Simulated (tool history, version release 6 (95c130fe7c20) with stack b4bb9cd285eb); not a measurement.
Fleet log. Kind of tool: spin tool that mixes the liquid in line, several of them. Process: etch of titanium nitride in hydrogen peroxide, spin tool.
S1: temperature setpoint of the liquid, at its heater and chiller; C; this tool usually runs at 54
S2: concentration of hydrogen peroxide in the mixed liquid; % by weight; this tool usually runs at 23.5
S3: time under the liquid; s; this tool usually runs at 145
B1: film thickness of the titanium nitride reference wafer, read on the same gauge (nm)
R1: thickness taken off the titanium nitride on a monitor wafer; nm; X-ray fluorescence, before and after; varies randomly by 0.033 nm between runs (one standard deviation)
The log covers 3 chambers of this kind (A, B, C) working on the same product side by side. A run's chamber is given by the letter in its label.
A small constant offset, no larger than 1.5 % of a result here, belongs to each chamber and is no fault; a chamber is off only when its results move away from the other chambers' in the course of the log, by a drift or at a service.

run    day  S1    S2   S3      B1       R1
 1B  0.112  54  23.5  145  149.97   9.8950
 2C  0.254  54  23.5  145  150.01   9.9147
 3A  0.446  54  23.5  145  150.00   9.9872
 4B  0.625  54  23.5  145  149.99   9.8849
 5A  0.792  54  23.5  145  149.97   9.9942
 6C  0.933  45  23.5  190  149.96   6.7067
 7B  1.129  45  23.5  190  150.00   6.8089
 8C  1.262  45  23.5  190  149.99   6.6720
 9A  1.408  54  23.5  145  150.04  10.0080
10A  1.546  54  23.5  145  149.99  10.0020
11B  1.696  54  23.5  145  150.01   9.8881
12C  1.854  54  23.5  145  150.01   9.9232
13C  2.067  60  26.5  145  150.01  15.5640
14A  2.267  60  26.5  145  150.01  15.5510
15B  2.438  60  26.5  145  149.98  15.2670
16C  2.538  54  23.5  145  150.01   9.9768
17A  2.725  54  23.5  145  149.98   9.9641
18B  2.917  54  23.5  145  150.00   9.8502
19A  3.017  54  23.5  145  150.02   9.9148
20C  3.192  54  23.5  145  149.99   9.9885
21B  3.304  54  28.0  205  150.00  14.4530
22A  3.471  54  28.0  205  149.98  14.6050
23B  3.675  54  28.0  205  150.01  14.4560
24C  3.850  54  23.5  145  150.01  10.0520
25B  3.979  54  23.5  145  150.03   9.8933
26C  4.071  54  23.5  145  150.00  10.0660
27A  4.262  54  23.5  145  150.02   9.9177
28B  4.467  54  19.0  190  149.99  12.3680
29C  4.608  54  19.0  190  150.02  12.6760
30A  4.754  54  19.0  190  150.01  12.4450
31C  4.946  54  23.5  145  150.00  10.0670
32A  5.096  54  23.5  145  149.99   9.9251
33B  5.283  63  23.5  110  149.98  13.7310
34C  5.471  63  23.5  110  150.00  14.3910
35A  5.617  63  23.5  110  149.99  14.0170
36B  5.821  54  23.5  145  149.97   9.8794
37A  5.958  54  23.5  145  149.95  10.0250
38C  6.108  54  23.5  145  150.00  10.2160
39B  6.279  54  23.5  145  149.98   9.8569
     6.358  -- chamber B: peroxide flow meter replaced
40B  6.454  54  23.5  145  149.98   9.8468
41C  6.625  45  23.5  145  150.01   5.2599
42A  6.833  45  23.5  145  150.02   5.1297

All chambers now run identical settings, listed one chamber a line with results as question marks. What results will each chamber show?
43A  6.983  54  20.0  145       ?
43B  6.983  54  20.0  145       ?
43C  6.983  54  20.0  145       ?

run      R1
43A  9.6346
43B  9.5578
43C  9.8171

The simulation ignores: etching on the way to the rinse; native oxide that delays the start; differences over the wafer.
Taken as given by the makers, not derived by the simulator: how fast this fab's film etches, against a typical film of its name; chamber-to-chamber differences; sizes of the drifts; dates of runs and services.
